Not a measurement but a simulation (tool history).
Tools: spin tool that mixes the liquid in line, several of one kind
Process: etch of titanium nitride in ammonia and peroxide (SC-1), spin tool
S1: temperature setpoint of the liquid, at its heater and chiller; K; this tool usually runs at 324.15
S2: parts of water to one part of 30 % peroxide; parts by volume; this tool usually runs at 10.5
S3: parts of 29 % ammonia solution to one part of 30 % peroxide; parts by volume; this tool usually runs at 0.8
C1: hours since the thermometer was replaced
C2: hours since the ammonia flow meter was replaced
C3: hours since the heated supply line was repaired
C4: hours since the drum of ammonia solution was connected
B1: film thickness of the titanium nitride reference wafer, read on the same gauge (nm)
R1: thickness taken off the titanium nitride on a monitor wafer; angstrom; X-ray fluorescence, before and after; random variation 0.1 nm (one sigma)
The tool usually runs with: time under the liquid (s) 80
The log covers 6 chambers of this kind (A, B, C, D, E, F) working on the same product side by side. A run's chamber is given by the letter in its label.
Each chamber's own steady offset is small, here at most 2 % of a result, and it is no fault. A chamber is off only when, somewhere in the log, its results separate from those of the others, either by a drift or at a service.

run 1F hour=15.9 | S1=324.15 S2=10.5 S3=0.8 time_under_the_liquid_(s)=80 | C1=282.8 C2=362.6 C3=880.7 C4=438.7 | B1=29.99 | R1=101.8
run 2A hour=30.7 | S1=324.15 S2=10.5 S3=0.8 time_under_the_liquid_(s)=80 | C1=222.7 C2=522.8 C3=3611.1 C4=840.7 | B1=29.992 | R1=100.59
run 3E hour=45.2 | S1=324.15 S2=10.5 S3=0.8 time_under_the_liquid_(s)=80 | C1=859.7 C2=784.4 C3=1488.2 C4=709.4 | B1=30.006 | R1=101.64
run 4C hour=52.9 | S1=324.15 S2=10.5 S3=0.8 time_under_the_liquid_(s)=80 | C1=88 C2=1185.8 C3=2135 C4=274.1 | B1=30.021 | R1=102.33
-- hour=53.4 chamber F: heated supply line repaired
run 5B hour=67.1 | S1=324.15 S2=10.5 S3=1 time_under_the_liquid_(s)=60 | C1=822.2 C2=576 C3=811 C4=354.3 | B1=30.006 | R1=77.945
run 6D hour=77.1 | S1=324.15 S2=10.5 S3=1 time_under_the_liquid_(s)=60 | C1=768.4 C2=160.4 C3=1696.8 C4=142.7 | B1=30.029 | R1=80.678
-- hour=85.7 chamber A: new drum of ammonia solution connected
run 7B hour=87.2 | S1=324.15 S2=10.5 S3=1 time_under_the_liquid_(s)=60 | C1=842.3 C2=596.1 C3=831.1 C4=374.4 | B1=30.025 | R1=79.06
-- hour=90.7 chamber C: heated supply line repaired
run 8E hour=95.8 | S1=324.15 S2=10.5 S3=1 time_under_the_liquid_(s)=60 | C1=910.3 C2=835 C3=1538.8 C4=760 | B1=29.997 | R1=78.12
run 9D hour=109.5 | S1=324.15 S2=10.5 S3=1 time_under_the_liquid_(s)=60 | C1=800.8 C2=192.8 C3=1729.2 C4=175.1 | B1=30.014 | R1=79.79
run 10A hour=120.2 | S1=324.15 S2=10.5 S3=1 time_under_the_liquid_(s)=60 | C1=312.2 C2=612.3 C3=3700.6 C4=34.6 | B1=29.974 | R1=78.987
-- hour=131.5 chamber D: new drum of ammonia solution connected
run 11F hour=132.2 | S1=316.65 S2=10.5 S3=0.8 time_under_the_liquid_(s)=80 | C1=399.1 C2=478.9 C3=78.8 C4=555 | B1=29.987 | R1=60.863
-- hour=132.6 chamber E: new drum of ammonia solution connected
-- hour=136 chamber A: heated supply line repaired
run 12C hour=148.1 | S1=316.65 S2=10.5 S3=0.8 time_under_the_liquid_(s)=80 | C1=183.2 C2=1281 C3=57.4 C4=369.3 | B1=29.996 | R1=61.034
run 13A hour=163 | S1=316.65 S2=10.5 S3=0.8 time_under_the_liquid_(s)=80 | C1=355 C2=655.1 C3=27.1 C4=77.4 | B1=30 | R1=60.414
run 14B hour=172.4 | S1=316.65 S2=10.5 S3=0.8 time_under_the_liquid_(s)=80 | C1=927.5 C2=681.3 C3=916.3 C4=459.6 | B1=29.99 | R1=60.384
run 15E hour=185.2 | S1=316.65 S2=10.5 S3=0.8 time_under_the_liquid_(s)=80 | C1=999.7 C2=924.4 C3=1628.2 C4=52.7 | B1=30.011 | R1=58.098
run 16C hour=194 | S1=316.65 S2=10.5 S3=0.8 time_under_the_liquid_(s)=80 | C1=229.1 C2=1326.9 C3=103.3 C4=415.2 | B1=30.014 | R1=60.924
run 17F hour=208.2 | S1=324.15 S2=10.5 S3=0.8 time_under_the_liquid_(s)=80 | C1=475.1 C2=554.9 C3=154.8 C4=631 | B1=29.977 | R1=102.88
run 18D hour=220.3 | S1=324.15 S2=10.5 S3=0.8 time_under_the_liquid_(s)=80 | C1=911.6 C2=303.6 C3=1840 C4=88.8 | B1=29.999 | R1=101.12
run 19E hour=232.4 | S1=324.15 S2=7.5 S3=0.8 time_under_the_liquid_(s)=60 | C1=1046.9 C2=971.6 C3=1675.4 C4=99.9 | B1=30.034 | R1=89.296
run 20B hour=248.5 | S1=324.15 S2=7.5 S3=0.8 time_under_the_liquid_(s)=60 | C1=1003.6 C2=757.4 C3=992.4 C4=535.7 | B1=30.004 | R1=89.043
-- hour=249.7 chamber C: new drum of ammonia solution connected
run 21F hour=259.5 | S1=324.15 S2=7.5 S3=0.8 time_under_the_liquid_(s)=60 | C1=526.4 C2=606.2 C3=206.1 C4=682.3 | B1=29.985 | R1=90.814
run 22D hour=270.6 | S1=324.15 S2=7.5 S3=0.8 time_under_the_liquid_(s)=60 | C1=961.9 C2=353.9 C3=1890.3 C4=139.1 | B1=30.015 | R1=90.024
run 23A hour=285.9 | S1=324.15 S2=7.5 S3=0.8 time_under_the_liquid_(s)=60 | C1=477.9 C2=778 C3=150 C4=200.3 | B1=30.018 | R1=89.207
-- hour=294.8 chamber B: heated supply line repaired
-- hour=298.2 chamber B: new drum of ammonia solution connected
run 24C hour=300.9 | S1=324.15 S2=7.5 S3=0.8 time_under_the_liquid_(s)=60 | C1=336 C2=1433.8 C3=210.2 C4=51.3 | B1=29.994 | R1=90.689
-- hour=306 chamber E: heated supply line repaired
run 25B hour=314.6 | S1=324.15 S2=10.5 S3=0.8 time_under_the_liquid_(s)=80 | C1=1069.7 C2=823.5 C3=19.9 C4=16.4 | B1=29.997 | R1=100.46
run 26A hour=326.5 | S1=324.15 S2=10.5 S3=0.8 time_under_the_liquid_(s)=80 | C1=518.5 C2=818.6 C3=190.6 C4=240.9 | B1=29.975 | R1=102.46
run 27C hour=339.4 | S1=324.15 S2=10.5 S3=0.8 time_under_the_liquid_(s)=80 | C1=374.5 C2=1472.3 C3=248.7 C4=89.8 | B1=29.999 | R1=102.39
run 28D hour=354.9 | S1=324.15 S2=10.5 S3=0.8 time_under_the_liquid_(s)=80 | C1=1046.2 C2=438.2 C3=1974.6 C4=223.4 | B1=30.004 | R1=95.394
-- hour=367 chamber D: new drum of ammonia solution connected
run 29F hour=370.4 | S1=324.15 S2=10.5 S3=0.8 time_under_the_liquid_(s)=80 | C1=637.3 C2=717.1 C3=317 C4=793.2 | B1=29.989 | R1=102.21
run 30E hour=382.9 | S1=324.15 S2=10.5 S3=0.8 time_under_the_liquid_(s)=80 | C1=1197.4 C2=1122.1 C3=76.9 C4=250.4 | B1=30.017 | R1=100.66
run 31E hour=396.8 | S1=324.15 S2=10.5 S3=0.8 time_under_the_liquid_(s)=80 | C1=1211.3 C2=1136 C3=90.8 C4=264.3 | B1=30.013 | R1=100.99
run 32C hour=411.4 | S1=324.15 S2=10.5 S3=0.8 time_under_the_liquid_(s)=80 | C1=446.5 C2=1544.3 C3=320.7 C4=161.8 | B1=29.997 | R1=102.71
-- hour=415.3 chamber A: ammonia flow meter replaced
run 33D hour=426.1 | S1=324.15 S2=10.5 S3=0.8 time_under_the_liquid_(s)=80 | C1=1117.4 C2=509.4 C3=2045.8 C4=59.1 | B1=29.986 | R1=93.851
-- hour=432.6 chamber E: thermometer replaced
-- hour=435.4 chamber F: new drum of ammonia solution connected
run 34B hour=442.2 | S1=324.15 S2=10.5 S3=0.8 time_under_the_liquid_(s)=80 | C1=1197.3 C2=951.1 C3=147.5 C4=144 | B1=30.024 | R1=101.75
run 35F hour=457 | S1=324.15 S2=10.5 S3=0.8 time_under_the_liquid_(s)=80 | C1=723.9 C2=803.7 C3=403.6 C4=21.6 | B1=30.019 | R1=103.41
run 36A hour=471.5 | S1=324.15 S2=10.5 S3=0.8 time_under_the_liquid_(s)=80 | C1=663.5 C2=56.3 C3=335.6 C4=385.9 | B1=29.964 | R1=102.96
run 37C hour=481.6 | S1=324.15 S2=10.5 S3=0.8 time_under_the_liquid_(s)=80 | C1=516.7 C2=1614.5 C3=390.9 C4=232 | B1=29.997 | R1=100.79
run 38B hour=492.1 | S1=324.15 S2=10.5 S3=0.8 time_under_the_liquid_(s)=80 | C1=1247.2 C2=1001 C3=197.4 C4=193.9 | B1=30.005 | R1=101.13
run 39A hour=507.1 | S1=324.15 S2=10.5 S3=0.9 time_under_the_liquid_(s)=80 | C1=699.1 C2=91.9 C3=371.2 C4=421.5 | B1=30.008 | R1=103.53
run 40E hour=521.7 | S1=324.15 S2=10.5 S3=0.9 time_under_the_liquid_(s)=80 | C1=89.2 C2=1260.9 C3=215.7 C4=389.2 | B1=29.99 | R1=105.46
run 41D hour=529.3 | S1=324.15 S2=10.5 S3=0.9 time_under_the_liquid_(s)=80 | C1=1220.6 C2=612.6 C3=2149 C4=162.3 | B1=29.967 | R1=91.274
run 42F hour=542.4 | S1=324.15 S2=10.5 S3=0.9 time_under_the_liquid_(s)=80 | C1=809.3 C2=889.1 C3=489 C4=107 | B1=30.016 | R1=104.97

Next, every chamber runs the same settings. What will each give?
run 43A hour=554 | S1=316.65 S2=10.5 S3=0.8 time_under_the_liquid_(s)=80 | R1=?
run 43B hour=554 | S1=316.65 S2=10.5 S3=0.8 time_under_the_liquid_(s)=80 | R1=?
run 43C hour=554 | S1=316.65 S2=10.5 S3=0.8 time_under_the_liquid_(s)=80 | R1=?
run 43D hour=554 | S1=316.65 S2=10.5 S3=0.8 time_under_the_liquid_(s)=80 | R1=?
run 43E hour=554 | S1=316.65 S2=10.5 S3=0.8 time_under_the_liquid_(s)=80 | R1=?
run 43F hour=554 | S1=316.65 S2=10.5 S3=0.8 time_under_the_liquid_(s)=80 | R1=?

run=43A R1=59.278
run=43B R1=59.5
run=43C R1=61.741
run=43D R1=51.442
run=43E R1=58.636
run=43F R1=60.803

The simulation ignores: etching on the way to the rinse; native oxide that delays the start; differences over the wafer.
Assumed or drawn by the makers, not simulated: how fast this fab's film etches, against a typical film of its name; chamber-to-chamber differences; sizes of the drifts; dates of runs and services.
